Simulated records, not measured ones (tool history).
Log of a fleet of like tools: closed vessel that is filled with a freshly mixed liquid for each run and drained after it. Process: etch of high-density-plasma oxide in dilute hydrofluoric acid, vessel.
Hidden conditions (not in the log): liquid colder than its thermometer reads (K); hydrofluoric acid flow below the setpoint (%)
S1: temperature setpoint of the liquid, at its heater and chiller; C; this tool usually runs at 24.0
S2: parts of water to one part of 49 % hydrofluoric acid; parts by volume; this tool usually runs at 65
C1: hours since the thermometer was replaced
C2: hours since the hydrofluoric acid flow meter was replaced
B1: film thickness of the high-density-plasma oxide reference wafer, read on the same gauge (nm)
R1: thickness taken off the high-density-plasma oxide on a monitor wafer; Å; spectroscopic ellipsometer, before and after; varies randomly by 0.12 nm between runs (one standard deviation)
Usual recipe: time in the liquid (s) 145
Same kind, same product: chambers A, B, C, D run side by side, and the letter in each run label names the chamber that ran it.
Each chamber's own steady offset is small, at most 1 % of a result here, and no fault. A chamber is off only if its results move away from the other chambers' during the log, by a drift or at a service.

Run 1C, day 0.475: usual settings; C1 588.3; C2 456.6; B1 80.033. Result: R1 164.520 Å.
Run 2A, day 0.979: usual settings; C1 389.5; C2 830.7; B1 80.010. Result: R1 163.190 Å.
Run 3B, day 1.333: usual settings; C1 1187.2; C2 474.1; B1 80.002. Result: R1 163.380 Å.
Run 4D, day 1.875: usual settings; C1 309.1; C2 1487.4; B1 79.970. Result: R1 161.160 Å.
At day 1.983: chamber B: hydrofluoric acid flow meter replaced.
Run 5B, day 2.275: usual settings; C1 1209.8; C2 7.0; B1 80.008. Result: R1 162.840 Å.
Run 6C, day 2.792: usual settings; C1 643.9; C2 512.2; B1 79.986. Result: R1 163.550 Å.
Run 7A, day 3.275: usual settings; C1 444.6; C2 885.8; B1 80.008. Result: R1 164.150 Å.
Run 8D, day 3.575: usual settings; C1 349.9; C2 1528.2; B1 80.031. Result: R1 161.570 Å.
Run 9C, day 4.146: usual settings; C1 676.4; C2 544.7; B1 80.028. Result: R1 160.520 Å.
Run 10A, day 4.517: usual settings; C1 474.4; C2 915.6; B1 80.028. Result: R1 162.150 Å.
Run 11D, day 4.904: usual settings; C1 381.8; C2 1560.1; B1 79.997. Result: R1 162.290 Å.
Run 12B, day 5.212: usual settings; C1 1280.3; C2 77.5; B1 80.042. Result: R1 162.080 Å.
Run 13D, day 5.817: usual settings; C1 403.7; C2 1582.0; B1 80.025. Result: R1 159.760 Å.
Run 14C, day 6.196: usual settings; C1 725.6; C2 593.9; B1 79.959. Result: R1 158.910 Å.
Run 15A, day 6.467: usual settings; C1 521.2; C2 962.4; B1 79.952. Result: R1 162.800 Å.
Run 16B, day 6.817: usual settings but S1 22.0 C, time in the liquid (s) 75; C1 1318.8; C2 116.0; B1 80.030. Result: R1 78.046 Å.
Run 17A, day 7.083: usual settings but S1 22.0 C, time in the liquid (s) 75; C1 536.0; C2 977.2; B1 80.008. Result: R1 77.262 Å.
Run 18B, day 7.371: usual settings but S1 22.0 C, time in the liquid (s) 75; C1 1332.1; C2 129.3; B1 79.981. Result: R1 77.673 Å.
Run 19D, day 7.758: usual settings but S1 22.0 C, time in the liquid (s) 75; C1 450.3; C2 1628.6; B1 79.999. Result: R1 76.599 Å.
At day 8.371: chamber A: hydrofluoric acid flow meter replaced.
Run 20C, day 8.375: usual settings; C1 777.9; C2 646.2; B1 79.978. Result: R1 159.780 Å.
Run 21A, day 8.979: usual settings; C1 581.5; C2 14.6; B1 80.006. Result: R1 162.630 Å.
Run 22B, day 9.417: usual settings; C1 1381.2; C2 178.4; B1 80.028. Result: R1 161.050 Å.
Run 23D, day 9.867: usual settings; C1 500.9; C2 1679.2; B1 80.006. Result: R1 162.950 Å.
Run 24C, day 10.292: usual settings; C1 823.9; C2 692.2; B1 80.050. Result: R1 158.440 Å.
Run 25D, day 10.788: usual settings; C1 523.0; C2 1701.3; B1 79.994. Result: R1 163.130 Å.
Run 26A, day 11.133: usual settings; C1 633.2; C2 66.3; B1 80.002. Result: R1 163.510 Å.
At day 11.229: chamber D: hydrofluoric acid flow meter replaced.
Run 27B, day 11.733: usual settings but S1 27.5 C; C1 1436.8; C2 234.0; B1 80.006. Result: R1 186.740 Å.
Run 28C, day 12.079: usual settings but S1 27.5 C; C1 866.8; C2 735.1; B1 80.047. Result: R1 179.670 Å.
Run 29D, day 12.567: usual settings but S1 27.5 C; C1 565.7; C2 32.2; B1 79.990. Result: R1 185.010 Å.
Run 30A, day 12.879: usual settings but S1 27.5 C; C1 675.1; C2 108.2; B1 80.003. Result: R1 185.180 Å.
Run 31B, day 13.154: usual settings; C1 1470.9; C2 268.1; B1 79.982. Result: R1 162.070 Å.
Run 32C, day 13.588: usual settings; C1 903.0; C2 771.3; B1 80.004. Result: R1 154.700 Å.
Run 33A, day 13.862: usual settings; C1 698.7; C2 131.8; B1 79.965. Result: R1 160.400 Å.
Run 34B, day 14.233: usual settings but S2 80 parts by volume; C1 1496.8; C2 294.0; B1 79.986. Result: R1 129.470 Å.
Run 35C, day 14.842: usual settings but S2 80 parts by volume; C1 933.1; C2 801.4; B1 80.042. Result: R1 124.680 Å.
Run 36D, day 15.329: usual settings but S2 80 parts by volume; C1 632.0; C2 98.5; B1 79.971. Result: R1 128.810 Å.
Run 37C, day 15.762: usual settings but S2 80 parts by volume; C1 955.2; C2 823.5; B1 79.993. Result: R1 123.170 Å.
Run 38A, day 16.329: usual settings but S2 50 parts by volume, time in the liquid (s) 90; C1 757.9; C2 191.0; B1 79.987. Result: R1 134.350 Å.
Run 39D, day 16.688: usual settings but S2 50 parts by volume, time in the liquid (s) 90; C1 664.6; C2 131.1; B1 80.017. Result: R1 132.640 Å.
Run 40B, day 17.096: usual settings but S2 50 parts by volume, time in the liquid (s) 90; C1 1565.5; C2 362.7; B1 79.965. Result: R1 134.000 Å.
Run 41C, day 17.633: usual settings but S2 50 parts by volume, time in the liquid (s) 90; C1 1000.1; C2 868.4; B1 80.021. Result: R1 126.850 Å.
Run 42D, day 18.225: usual settings; C1 701.5; C2 168.0; B1 80.049. Result: R1 161.490 Å.

Predict what each chamber gives when all 4 of them run the settings below next.
Run 43A, day 18.662: usual settings but time in the liquid (s) 220. Result: R1 ?.
Run 43B, day 18.662: usual settings but time in the liquid (s) 220. Result: R1 ?.
Run 43C, day 18.662: usual settings but time in the liquid (s) 220. Result: R1 ?.
Run 43D, day 18.662: usual settings but time in the liquid (s) 220. Result: R1 ?.

run       R1
43A  249.490
43B  246.350
43C  230.140
43D  242.570

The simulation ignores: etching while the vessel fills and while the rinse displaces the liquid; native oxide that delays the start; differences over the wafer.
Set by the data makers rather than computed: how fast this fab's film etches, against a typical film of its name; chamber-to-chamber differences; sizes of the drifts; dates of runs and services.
